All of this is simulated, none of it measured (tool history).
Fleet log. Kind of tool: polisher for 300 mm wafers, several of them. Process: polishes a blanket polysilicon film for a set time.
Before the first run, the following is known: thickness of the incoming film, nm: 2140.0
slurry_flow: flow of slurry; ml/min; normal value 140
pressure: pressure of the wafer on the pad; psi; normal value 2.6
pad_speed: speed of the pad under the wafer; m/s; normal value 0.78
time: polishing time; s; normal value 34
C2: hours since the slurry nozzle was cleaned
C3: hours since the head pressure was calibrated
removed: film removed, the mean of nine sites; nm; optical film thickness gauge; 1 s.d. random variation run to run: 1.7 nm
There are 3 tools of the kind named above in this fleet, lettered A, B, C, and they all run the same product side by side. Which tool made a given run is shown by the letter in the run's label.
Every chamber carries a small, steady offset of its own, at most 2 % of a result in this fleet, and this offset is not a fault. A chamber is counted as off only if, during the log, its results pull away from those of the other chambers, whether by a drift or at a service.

run 1A hour=6.7 | slurry_flow=140 pressure=2.6 pad_speed=0.78 time=34 | wafers_polished_on_this_pad=1065 C2=118.6 C3=1233.2 | removed=165.92
-- hour=8.5 chamber B: worn pad replaced by a new one
run 2C hour=16.9 | slurry_flow=140 pressure=2.6 pad_speed=0.78 time=34 | wafers_polished_on_this_pad=1134 C2=76.2 C3=253.7 | removed=166.89
run 3B hour=26 | slurry_flow=140 pressure=2.6 pad_speed=0.78 time=34 | wafers_polished_on_this_pad=272 C2=197.9 C3=1008.9 | removed=170.38
-- hour=27.6 chamber A: worn pad replaced by a new one
run 4C hour=34.1 | slurry_flow=140 pressure=2.6 pad_speed=0.78 time=34 | wafers_polished_on_this_pad=1400 C2=93.4 C3=270.9 | removed=167.33
-- hour=38.4 chamber C: worn pad replaced by a new one
run 5B hour=44.2 | slurry_flow=140 pressure=2.6 pad_speed=0.78 time=34 | wafers_polished_on_this_pad=555 C2=216.1 C3=1027.1 | removed=169.52
run 6A hour=55.8 | slurry_flow=140 pressure=2.6 pad_speed=0.78 time=34 | wafers_polished_on_this_pad=438 C2=167.7 C3=1282.3 | removed=167.05
run 7B hour=65.2 | slurry_flow=140 pressure=2.6 pad_speed=0.78 time=34 | wafers_polished_on_this_pad=880 C2=237.1 C3=1048.1 | removed=170.08
run 8C hour=73.9 | slurry_flow=140 pressure=2.6 pad_speed=0.78 time=34 | wafers_polished_on_this_pad=550 C2=133.2 C3=310.7 | removed=168.42
run 9A hour=88.4 | slurry_flow=140 pressure=2.6 pad_speed=0.78 time=28 | wafers_polished_on_this_pad=944 C2=200.3 C3=1314.9 | removed=139.13
-- hour=98.9 chamber B: worn pad replaced by a new one
run 10A hour=102.3 | slurry_flow=140 pressure=2.6 pad_speed=0.78 time=28 | wafers_polished_on_this_pad=1159 C2=214.2 C3=1328.8 | removed=137.42
run 11C hour=113.8 | slurry_flow=140 pressure=2.6 pad_speed=0.78 time=28 | wafers_polished_on_this_pad=1169 C2=173.1 C3=350.6 | removed=137.76
-- hour=124.9 chamber A: worn pad replaced by a new one
run 12B hour=126.2 | slurry_flow=140 pressure=2.6 pad_speed=0.78 time=34 | wafers_polished_on_this_pad=424 C2=298.1 C3=1109.1 | removed=170.23
run 13A hour=136.7 | slurry_flow=140 pressure=2.6 pad_speed=0.78 time=34 | wafers_polished_on_this_pad=184 C2=248.6 C3=1363.2 | removed=166.09
-- hour=141.7 chamber C: worn pad replaced by a new one
run 14B hour=145.8 | slurry_flow=140 pressure=2.6 pad_speed=0.78 time=34 | wafers_polished_on_this_pad=728 C2=317.7 C3=1128.7 | removed=173.13
run 15C hour=159.6 | slurry_flow=140 pressure=2.6 pad_speed=0.78 time=34 | wafers_polished_on_this_pad=277 C2=218.9 C3=396.4 | removed=166.17
run 16A hour=173.1 | slurry_flow=140 pressure=2.6 pad_speed=0.78 time=34 | wafers_polished_on_this_pad=748 C2=285 C3=1399.6 | removed=167.89
run 17C hour=179.7 | slurry_flow=140 pressure=2.6 pad_speed=0.94 time=34 | wafers_polished_on_this_pad=589 C2=239 C3=416.5 | removed=203.76
-- hour=181.8 chamber B: slurry nozzle cleaned
run 18B hour=187.7 | slurry_flow=140 pressure=2.6 pad_speed=0.94 time=34 | wafers_polished_on_this_pad=1378 C2=6 C3=1170.6 | removed=202.36
run 19B hour=196.3 | slurry_flow=140 pressure=2.6 pad_speed=0.94 time=34 | wafers_polished_on_this_pad=1512 C2=14.6 C3=1179.2 | removed=202.85
-- hour=200.4 chamber B: worn pad replaced by a new one
run 20A hour=209.5 | slurry_flow=140 pressure=2.6 pad_speed=0.78 time=34 | wafers_polished_on_this_pad=1313 C2=321.4 C3=1436 | removed=166.84
run 21C hour=219.5 | slurry_flow=140 pressure=2.6 pad_speed=0.78 time=34 | wafers_polished_on_this_pad=1207 C2=278.8 C3=456.3 | removed=168.61
-- hour=223.6 chamber A: worn pad replaced by a new one
run 22A hour=234.1 | slurry_flow=140 pressure=2.6 pad_speed=0.78 time=34 | wafers_polished_on_this_pad=164 C2=346 C3=1460.6 | removed=167.33
-- hour=235.2 chamber A: head pressure recalibrated
-- hour=239.6 chamber C: worn pad replaced by a new one
run 23B hour=243.8 | slurry_flow=140 pressure=2.6 pad_speed=0.78 time=34 | wafers_polished_on_this_pad=673 C2=62.1 C3=1226.7 | removed=167.76
run 24C hour=257.9 | slurry_flow=140 pressure=2.6 pad_speed=0.78 time=34 | wafers_polished_on_this_pad=284 C2=317.2 C3=494.7 | removed=165.36
run 25B hour=271 | slurry_flow=140 pressure=2.6 pad_speed=0.78 time=34 | wafers_polished_on_this_pad=1095 C2=89.3 C3=1253.9 | removed=171.14
run 26A hour=280.3 | slurry_flow=140 pressure=2.6 pad_speed=0.78 time=34 | wafers_polished_on_this_pad=880 C2=392.2 C3=45.1 | removed=167.03
-- hour=283.9 chamber B: worn pad replaced by a new one
run 27C hour=294.7 | slurry_flow=140 pressure=2.6 pad_speed=0.78 time=34 | wafers_polished_on_this_pad=855 C2=354 C3=531.5 | removed=167.73
run 28C hour=308.8 | slurry_flow=140 pressure=2.6 pad_speed=0.78 time=34 | wafers_polished_on_this_pad=1074 C2=368.1 C3=545.6 | removed=168.91
-- hour=310.6 chamber A: worn pad replaced by a new one
run 29A hour=317.8 | slurry_flow=175 pressure=2.6 pad_speed=0.62 time=34 | wafers_polished_on_this_pad=112 C2=429.7 C3=82.6 | removed=140.37
-- hour=324 chamber C: head pressure recalibrated
run 30B hour=332.3 | slurry_flow=175 pressure=2.6 pad_speed=0.62 time=34 | wafers_polished_on_this_pad=751 C2=150.6 C3=1315.2 | removed=138.77
-- hour=340 chamber C: worn pad replaced by a new one
run 31A hour=345.7 | slurry_flow=175 pressure=2.6 pad_speed=0.62 time=34 | wafers_polished_on_this_pad=544 C2=457.6 C3=110.5 | removed=136.64
run 32B hour=355.6 | slurry_flow=140 pressure=2.6 pad_speed=0.78 time=34 | wafers_polished_on_this_pad=1112 C2=173.9 C3=1338.5 | removed=166.83
-- hour=365 chamber B: worn pad replaced by a new one
run 33C hour=367.4 | slurry_flow=140 pressure=2.6 pad_speed=0.78 time=34 | wafers_polished_on_this_pad=425 C2=426.7 C3=43.4 | removed=167.67
run 34C hour=375.1 | slurry_flow=140 pressure=2.6 pad_speed=0.78 time=34 | wafers_polished_on_this_pad=545 C2=434.4 C3=51.1 | removed=167.87
run 35A hour=383.7 | slurry_flow=140 pressure=2.6 pad_speed=0.78 time=34 | wafers_polished_on_this_pad=1134 C2=495.6 C3=148.5 | removed=168.11
run 36B hour=390.1 | slurry_flow=140 pressure=2.6 pad_speed=0.78 time=34 | wafers_polished_on_this_pad=389 C2=208.4 C3=1373 | removed=170.86
run 37C hour=399.9 | slurry_flow=140 pressure=2.6 pad_speed=0.78 time=34 | wafers_polished_on_this_pad=930 C2=459.2 C3=75.9 | removed=169.21
-- hour=407.3 chamber A: slurry nozzle cleaned
run 38B hour=407.5 | slurry_flow=140 pressure=2.6 pad_speed=0.78 time=34 | wafers_polished_on_this_pad=659 C2=225.8 C3=1390.4 | removed=169.58
-- hour=417.3 chamber A: worn pad replaced by a new one
run 39A hour=420.8 | slurry_flow=140 pressure=2.6 pad_speed=0.78 time=34 | wafers_polished_on_this_pad=55 C2=13.5 C3=185.6 | removed=169.53
-- hour=421.3 chamber C: worn pad replaced by a new one
-- hour=424.3 chamber C: slurry nozzle cleaned
run 40A hour=427.8 | slurry_flow=140 pressure=2.6 pad_speed=0.78 time=34 | wafers_polished_on_this_pad=164 C2=20.5 C3=192.6 | removed=165.41
run 41B hour=438.5 | slurry_flow=140 pressure=2.6 pad_speed=0.78 time=34 | wafers_polished_on_this_pad=1140 C2=256.8 C3=1421.4 | removed=172.17
run 42C hour=447.1 | slurry_flow=140 pressure=2.6 pad_speed=0.78 time=39 | wafers_polished_on_this_pad=400 C2=22.8 C3=123.1 | removed=186.91
run 43C hour=455 | slurry_flow=140 pressure=2.6 pad_speed=0.78 time=39 | wafers_polished_on_this_pad=523 C2=30.7 C3=131 | removed=192.95
run 44A hour=464.2 | slurry_flow=140 pressure=2.6 pad_speed=0.78 time=39 | wafers_polished_on_this_pad=728 C2=56.9 C3=229 | removed=193.58

Predict what each chamber gives when all 3 of them run the settings below next.
run 45A hour=474.5 | slurry_flow=140 pressure=2.6 pad_speed=0.86 time=34 | removed=?
run 45B hour=474.5 | slurry_flow=140 pressure=2.6 pad_speed=0.86 time=34 | removed=?
run 45C hour=474.5 | slurry_flow=140 pressure=2.6 pad_speed=0.86 time=34 | removed=?

run=45A removed=182.35
run=45B removed=184.91
run=45C removed=183.02

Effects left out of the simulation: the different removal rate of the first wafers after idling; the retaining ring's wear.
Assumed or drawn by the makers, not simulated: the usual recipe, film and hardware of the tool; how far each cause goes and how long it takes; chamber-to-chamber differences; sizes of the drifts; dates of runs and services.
